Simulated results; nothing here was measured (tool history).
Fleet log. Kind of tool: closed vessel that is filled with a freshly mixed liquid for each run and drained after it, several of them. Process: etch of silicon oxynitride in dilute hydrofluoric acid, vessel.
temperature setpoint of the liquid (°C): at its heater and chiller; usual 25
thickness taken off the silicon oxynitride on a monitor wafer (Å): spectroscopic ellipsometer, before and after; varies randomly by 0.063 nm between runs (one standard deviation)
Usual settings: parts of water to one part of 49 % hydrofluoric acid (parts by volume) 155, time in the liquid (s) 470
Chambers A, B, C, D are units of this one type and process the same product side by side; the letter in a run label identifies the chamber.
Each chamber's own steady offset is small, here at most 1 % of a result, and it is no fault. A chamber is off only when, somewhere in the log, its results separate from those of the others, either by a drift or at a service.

| run | day | temperature setpoint of the liquid (°C) | parts of water to one part of 49 % hydrofluoric acid (parts by volume) | time in the liquid (s) | read-back film thickness of the silicon oxynitride reference wafer, read on the same gauge (nm) | thickness taken off the silicon oxynitride on a monitor wafer (Å) |
|---|---|---|---|---|---|---|
| 1B | 0.538 | 25 | 155 | 470 | 100.000 | 76.397 |
| 2D | 0.958 | 25 | 155 | 470 | 99.981 | 76.965 |
| 3C | 1.379 | 25 | 155 | 470 | 99.991 | 77.173 |
| 4A | 1.717 | 25 | 155 | 470 | 99.992 | 76.311 |
| 5A | 1.971 | 25 | 155 | 470 | 99.983 | 76.148 |
| 6D | 2.342 | 25 | 155 | 470 | 99.994 | 76.159 |
| 7B | 2.625 | 22 | 155 | 580 | 100.020 | 82.222 |
| 8C | 3.000 | 22 | 155 | 580 | 100.010 | 83.281 |
| 9D | 3.262 | 22 | 155 | 580 | 99.978 | 83.030 |
|  | 3.575 | chamber A: hydrofluoric acid flow meter replaced |
| 10A | 3.608 | 22 | 155 | 580 | 100.010 | 82.144 |
| 11C | 3.904 | 25 | 155 | 665 | 99.999 | 108.890 |
| 12B | 4.354 | 25 | 155 | 665 | 99.989 | 108.700 |
| 13C | 4.729 | 25 | 155 | 665 | 100.000 | 110.530 |
| 14D | 5.067 | 25 | 155 | 665 | 100.000 | 109.180 |
| 15B | 5.575 | 25 | 155 | 720 | 100.010 | 115.450 |
| 16A | 6.062 | 25 | 155 | 720 | 99.995 | 115.310 |
|  | 6.208 | chamber C: thermometer replaced |
| 17D | 6.479 | 25 | 155 | 720 | 100.010 | 118.530 |
| 18A | 7.046 | 25 | 155 | 720 | 100.010 | 117.080 |
| 19B | 7.412 | 25 | 155 | 470 | 100.000 | 74.296 |
|  | 7.500 | chamber D: hydrofluoric acid flow meter replaced |
|  | 7.696 | chamber C: hydrofluoric acid flow meter replaced |
| 20C | 7.858 | 25 | 155 | 470 | 99.998 | 77.301 |
| 21B | 8.367 | 25 | 155 | 470 | 99.999 | 74.343 |
| 22A | 8.742 | 25 | 155 | 470 | 100.000 | 77.308 |
| 23D | 9.104 | 25 | 155 | 470 | 100.000 | 77.653 |
| 24C | 9.442 | 25 | 155 | 470 | 99.994 | 76.453 |
| 25A | 9.875 | 25 | 155 | 470 | 99.986 | 75.516 |
| 26D | 10.204 | 25 | 155 | 470 | 99.987 | 77.081 |
|  | 10.350 | chamber A: thermometer replaced |
| 27C | 10.467 | 25 | 155 | 470 | 99.981 | 76.881 |
| 28B | 10.721 | 25 | 155 | 470 | 99.998 | 74.621 |
| 29D | 10.996 | 25 | 155 | 470 | 100.000 | 77.734 |
| 30C | 11.325 | 25 | 155 | 470 | 99.997 | 77.035 |
| 31B | 11.883 | 25 | 155 | 470 | 100.010 | 75.326 |
| 32A | 12.404 | 25 | 155 | 470 | 100.000 | 76.007 |
| 33C | 12.967 | 25 | 155 | 470 | 100.010 | 76.492 |
| 34B | 13.283 | 25 | 155 | 470 | 100.000 | 74.257 |
| 35A | 13.833 | 25 | 155 | 470 | 100.020 | 76.209 |
| 36D | 14.404 | 25 | 155 | 470 | 100.000 | 77.074 |
| 37D | 14.875 | 25 | 155 | 470 | 100.000 | 75.625 |
| 38B | 15.154 | 25 | 155 | 470 | 99.989 | 73.835 |
| 39C | 15.633 | 25 | 155 | 470 | 99.984 | 76.467 |
| 40A | 16.167 | 25 | 155 | 470 | 99.992 | 77.023 |
| 41A | 16.462 | 25 | 155 | 470 | 100.010 | 75.015 |
| 42C | 16.717 | 25 | 155 | 470 | 100.010 | 77.316 |
| 43D | 17.275 | 25 | 155 | 470 | 100.010 | 77.719 |
| 44B | 17.712 | 21 | 155 | 470 | 100.010 | 60.544 |

Does one chamber stand apart from the rest, does the shared gauge drift, or is all well apart from small per-chamber offsets? Give the chamber and the most likely cause, where there is one.

Little by little, chamber B moves away from the other chambers.
What lies behind it: liquid colder than its thermometer reads (K) = 1.28.
The log may not separate it from: hydrofluoric acid flow below the setpoint (%).

Below are 4 candidate recipes for chamber B's next run, each the usual settings with a change, their results shown as question marks. Which of them brings B's results back in line with what the other chambers give on the usual settings?
To be in line, a result may differ from the other chambers' mean on the usual settings by at most: thickness taken off the silicon oxynitride on a monitor wafer (Å) 2.200
| 45B-1 | 18.121 | 25 | 155 | 450 |  | ? |
| 45B-2 | 18.121 | 25 | 150 | 480 |  | ? |
| 45B-3 | 18.121 | 25 | 155 | 520 |  | ? |
| 45B-4 | 18.121 | 23 | 155 | 470 |  | ? |

The mean the other chambers reach with the usual settings: thickness taken off the silicon oxynitride on a monitor wafer (Å) 76.741
| run | thickness taken off the silicon oxynitride on a monitor wafer (Å) |
|---|---|
| 45B-1 | 69.868 |
| 45B-2 | 77.318 |
| 45B-3 | 80.736 |
| 45B-4 | 66.456 |
The right change is 45B-2: it brings the chamber back within the allowed miss of the others.
